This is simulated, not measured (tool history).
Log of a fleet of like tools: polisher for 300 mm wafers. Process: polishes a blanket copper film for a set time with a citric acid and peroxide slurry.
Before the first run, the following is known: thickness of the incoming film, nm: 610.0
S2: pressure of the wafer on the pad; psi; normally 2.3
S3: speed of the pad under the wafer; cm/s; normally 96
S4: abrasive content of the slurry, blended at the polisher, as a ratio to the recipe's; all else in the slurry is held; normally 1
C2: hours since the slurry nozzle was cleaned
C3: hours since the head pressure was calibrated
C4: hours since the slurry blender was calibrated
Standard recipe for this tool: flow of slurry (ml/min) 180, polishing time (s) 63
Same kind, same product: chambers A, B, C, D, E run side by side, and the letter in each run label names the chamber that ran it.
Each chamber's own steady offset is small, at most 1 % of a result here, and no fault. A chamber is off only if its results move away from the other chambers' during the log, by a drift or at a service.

Run 1E, hour 9.9: usual settings; wafers polished on this pad 732; C2 153.9; C3 939; C4 117.7. Result: film removed (nm) 90.768.
Run 2C, hour 16.2: usual settings; wafers polished on this pad 1118; C2 446.5; C3 552.1; C4 354.4. Result: film removed (nm) 89.828.
Run 3A, hour 25.2: usual settings; wafers polished on this pad 869; C2 100.9; C3 145.7; C4 61.5. Result: film removed (nm) 88.869.
Run 4D, hour 30.2: usual settings; wafers polished on this pad 435; C2 229.6; C3 290.9; C4 418.7. Result: film removed (nm) 90.408.
Run 5B, hour 40.4: usual settings; wafers polished on this pad 568; C2 102.6; C3 119.7; C4 110.6. Result: film removed (nm) 90.162.
At hour 47.3: chamber E: slurry blender recalibrated.
At hour 47.8: chamber B: worn pad replaced by a new one.
Run 6B, hour 51.4: usual settings; wafers polished on this pad 37; C2 113.6; C3 130.7; C4 121.6. Result: film removed (nm) 89.014.
At hour 53.5: chamber B: slurry blender recalibrated.
Run 7C, hour 61: usual settings; wafers polished on this pad 1577; C2 491.3; C3 596.9; C4 399.2. Result: film removed (nm) 89.188.
At hour 63.3: chamber E: worn pad replaced by a new one.
Run 8A, hour 70.6: usual settings; wafers polished on this pad 1335; C2 146.3; C3 191.1; C4 106.9. Result: film removed (nm) 88.516.
At hour 70.9: chamber C: worn pad replaced by a new one.
At hour 71: chamber D: slurry blender recalibrated.
Run 9D, hour 77.7: usual settings; wafers polished on this pad 922; C2 277.1; C3 338.4; C4 6.7. Result: film removed (nm) 91.266.
At hour 79.7: chamber A: worn pad replaced by a new one.
Run 10E, hour 82.6: usual settings; wafers polished on this pad 198; C2 226.6; C3 1011.7; C4 35.3. Result: film removed (nm) 90.073.
Run 11B, hour 91.8: usual settings; wafers polished on this pad 451; C2 154; C3 171.1; C4 38.3. Result: film removed (nm) 89.066.
At hour 95.3: chamber C: slurry blender recalibrated.
Run 12A, hour 97.7: usual settings; wafers polished on this pad 185; C2 173.4; C3 218.2; C4 134. Result: film removed (nm) 88.791.
At hour 100.8: chamber E: head pressure recalibrated.
At hour 101.6: chamber E: slurry nozzle cleaned.
At hour 103.2: chamber D: worn pad replaced by a new one.
Run 13E, hour 104.6: usual settings; wafers polished on this pad 424; C2 3; C3 3.8; C4 57.3. Result: film removed (nm) 88.329.
Run 14C, hour 111: usual settings but S2 1.6 psi, S4 0.8; wafers polished on this pad 411; C2 541.3; C3 646.9; C4 15.8. Result: film removed (nm) 60.24.
At hour 115: chamber B: worn pad replaced by a new one.
Run 15D, hour 118.6: usual settings but S2 1.6 psi, S4 0.8; wafers polished on this pad 158; C2 318; C3 379.3; C4 47.6. Result: film removed (nm) 59.667.
Run 16D, hour 125.4: usual settings but S2 1.6 psi, S4 0.8; wafers polished on this pad 228; C2 324.8; C3 386.1; C4 54.4. Result: film removed (nm) 60.281.
Run 17A, hour 130.4: usual settings but S2 1.6 psi, S4 0.8; wafers polished on this pad 520; C2 206.1; C3 250.9; C4 166.7. Result: film removed (nm) 60.372.
At hour 137.2: chamber C: slurry nozzle cleaned.
Run 18B, hour 140.6: usual settings but S2 1.6 psi, S4 0.8; wafers polished on this pad 262; C2 202.8; C3 219.9; C4 87.1. Result: film removed (nm) 60.866.
Run 19C, hour 145.7: usual settings; wafers polished on this pad 767; C2 8.5; C3 681.6; C4 50.5. Result: film removed (nm) 90.798.
Run 20E, hour 153.1: usual settings; wafers polished on this pad 921; C2 51.5; C3 52.3; C4 105.8. Result: film removed (nm) 89.258.
Run 21C, hour 159.6: usual settings; wafers polished on this pad 909; C2 22.4; C3 695.5; C4 64.4. Result: film removed (nm) 89.984.
Run 22B, hour 167.3: usual settings; wafers polished on this pad 536; C2 229.5; C3 246.6; C4 113.8. Result: film removed (nm) 88.757.
At hour 168.7: chamber E: worn pad replaced by a new one.
At hour 172.4: chamber B: worn pad replaced by a new one.
At hour 174.4: chamber B: slurry blender recalibrated.
Run 23E, hour 176.4: usual settings; wafers polished on this pad 79; C2 74.8; C3 75.6; C4 129.1. Result: film removed (nm) 89.368.
Run 24A, hour 187.3: usual settings; wafers polished on this pad 1103; C2 263; C3 307.8; C4 223.6. Result: film removed (nm) 88.772.
Run 25D, hour 194.5: usual settings but S3 86 cm/s, polishing time (s) 70; wafers polished on this pad 936; C2 393.9; C3 455.2; C4 123.5. Result: film removed (nm) 92.
At hour 198.9: chamber E: slurry blender recalibrated.
At hour 201.9: chamber A: slurry blender recalibrated.
Run 26C, hour 202.3: usual settings but S3 86 cm/s, polishing time (s) 70; wafers polished on this pad 1347; C2 65.1; C3 738.2; C4 107.1. Result: film removed (nm) 89.785.
Run 27A, hour 207.2: usual settings but S3 86 cm/s, polishing time (s) 70; wafers polished on this pad 1307; C2 282.9; C3 327.7; C4 5.3. Result: film removed (nm) 88.968.
Run 28B, hour 215.6: usual settings but S3 86 cm/s, polishing time (s) 70; wafers polished on this pad 443; C2 277.8; C3 294.9; C4 41.3. Result: film removed (nm) 89.086.
At hour 221.3: chamber C: worn pad replaced by a new one.
Run 29E, hour 223.4: usual settings but S3 86 cm/s, polishing time (s) 70; wafers polished on this pad 561; C2 121.8; C3 122.6; C4 24.6. Result: film removed (nm) 89.694.
At hour 227.6: chamber D: worn pad replaced by a new one.
Run 30D, hour 233.4: usual settings; wafers polished on this pad 60; C2 432.8; C3 494.1; C4 162.4. Result: film removed (nm) 96.107.
At hour 234.9: chamber B: worn pad replaced by a new one.
At hour 235: chamber A: worn pad replaced by a new one.
Run 31C, hour 244: usual settings; wafers polished on this pad 232; C2 106.8; C3 779.9; C4 148.8. Result: film removed (nm) 89.359.
Run 32D, hour 251.2: usual settings; wafers polished on this pad 242; C2 450.6; C3 511.9; C4 180.2. Result: film removed (nm) 97.45.
Run 33E, hour 258.4: usual settings; wafers polished on this pad 920; C2 156.8; C3 157.6; C4 59.6. Result: film removed (nm) 88.125.
Run 34A, hour 268.9: usual settings; wafers polished on this pad 347; C2 344.6; C3 389.4; C4 67. Result: film removed (nm) 89.344.
Run 35B, hour 279: usual settings; wafers polished on this pad 452; C2 341.2; C3 358.3; C4 104.7. Result: film removed (nm) 89.238.
Run 36A, hour 286.6: usual settings; wafers polished on this pad 529; C2 362.3; C3 407.1; C4 84.7. Result: film removed (nm) 90.159.
Run 37D, hour 293.1: usual settings; wafers polished on this pad 672; C2 492.5; C3 553.8; C4 222.1. Result: film removed (nm) 98.704.

Next, all 5 chambers run the settings below, one line each with question marks for the results. What does each chamber give?
Run 38A, hour 301: usual settings. Result: film removed (nm) ?.
Run 38B, hour 301: usual settings. Result: film removed (nm) ?.
Run 38C, hour 301: usual settings. Result: film removed (nm) ?.
Run 38D, hour 301: usual settings. Result: film removed (nm) ?.
Run 38E, hour 301: usual settings. Result: film removed (nm) ?.

run  film removed (nm)
38A             89.239
38B             89.709
38C             89.621
38D             98.954
38E             90.286
